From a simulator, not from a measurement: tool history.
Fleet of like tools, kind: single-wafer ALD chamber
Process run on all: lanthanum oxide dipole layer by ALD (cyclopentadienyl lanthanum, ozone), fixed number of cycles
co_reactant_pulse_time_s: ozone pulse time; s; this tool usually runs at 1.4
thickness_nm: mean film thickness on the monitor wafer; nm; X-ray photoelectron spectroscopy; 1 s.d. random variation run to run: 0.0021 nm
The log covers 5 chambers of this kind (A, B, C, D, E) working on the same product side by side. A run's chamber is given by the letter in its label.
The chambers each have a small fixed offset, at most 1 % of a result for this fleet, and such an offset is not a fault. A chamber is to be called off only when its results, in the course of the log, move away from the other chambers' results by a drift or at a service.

run,hour,co_reactant_pulse_time_s,hours since the last thermocouple change,hours since the last ozone generator service,"read-back reference wafer on the same gauge, thickness_nm",thickness_nm
1C,16.3,1.4,96.6,78,0.59159,0.54629
# hour 23.8: chamber D: ozone generator serviced
2E,32.3,1.4,2124.4,557.3,0.59122,0.53644
# hour 34.6: chamber E: thermocouple changed; heater temperature recalibrated
3B,45.7,1.4,749.7,959.5,0.59154,0.54489
4D,57.7,1.4,773.3,33.9,0.59064,0.54979
5A,66.7,1.4,1538.7,345,0.59093,0.5423
6C,77.4,1.4,157.7,139.1,0.59103,0.54671
7E,89.3,1.4,54.8,614.3,0.59118,0.541
8B,102.5,1.08,806.5,1016.3,0.59027,0.51044
9D,116.8,1.08,832.4,93,0.59098,0.51333
10A,128.1,1.08,1600.1,406.4,0.59158,0.512
11E,135.6,1.08,101.1,660.6,0.59124,0.50599
12C,143.3,1.08,223.6,205,0.59107,0.51086
13B,159.2,1.4,863.2,1073,0.59116,0.54072
14D,174.8,1.4,890.4,151,0.59057,0.54393
15A,183,1.4,1655,461.3,0.59122,0.54104
16D,195,1.4,910.6,171.2,0.59131,0.54482
17E,210.2,1.4,175.7,735.2,0.59065,0.54112
18C,224,1.4,304.3,285.7,0.5906,0.54523
# hour 232.5: chamber A: thermocouple changed; heater temperature recalibrated
19A,233.1,1.4,0.7,511.4,0.5907,0.54084
20B,248.2,1.4,952.2,1162,0.59041,0.5423
21A,257.3,1.4,24.9,535.6,0.59121,0.54341
22E,271.5,1.4,237,796.5,0.59041,0.53762
23B,284,1.4,988,1197.8,0.59114,0.53827
24C,296,1.74,376.3,357.7,0.59154,0.56139
25D,312.3,1.74,1027.9,288.5,0.59137,0.56419
26B,326.2,1.74,1030.2,1240,0.59146,0.56137
27C,335.1,1.74,415.4,396.8,0.59156,0.56432
28E,345.9,1.74,311.4,870.9,0.59078,0.55676
29A,358.2,1.4,125.8,636.5,0.59144,0.54208
30D,372.4,1.4,1088,348.6,0.5906,0.54842
31A,383.1,1.4,150.7,661.4,0.59134,0.5425

All 5 chambers run these settings next. Forecast each chamber's results:
32A,394.9,0.9,,,,?
32B,394.9,0.9,,,,?
32C,394.9,0.9,,,,?
32D,394.9,0.9,,,,?
32E,394.9,0.9,,,,?

run,thickness_nm
32A,0.47603
32B,0.48244
32C,0.48447
32D,0.48425
32E,0.47736
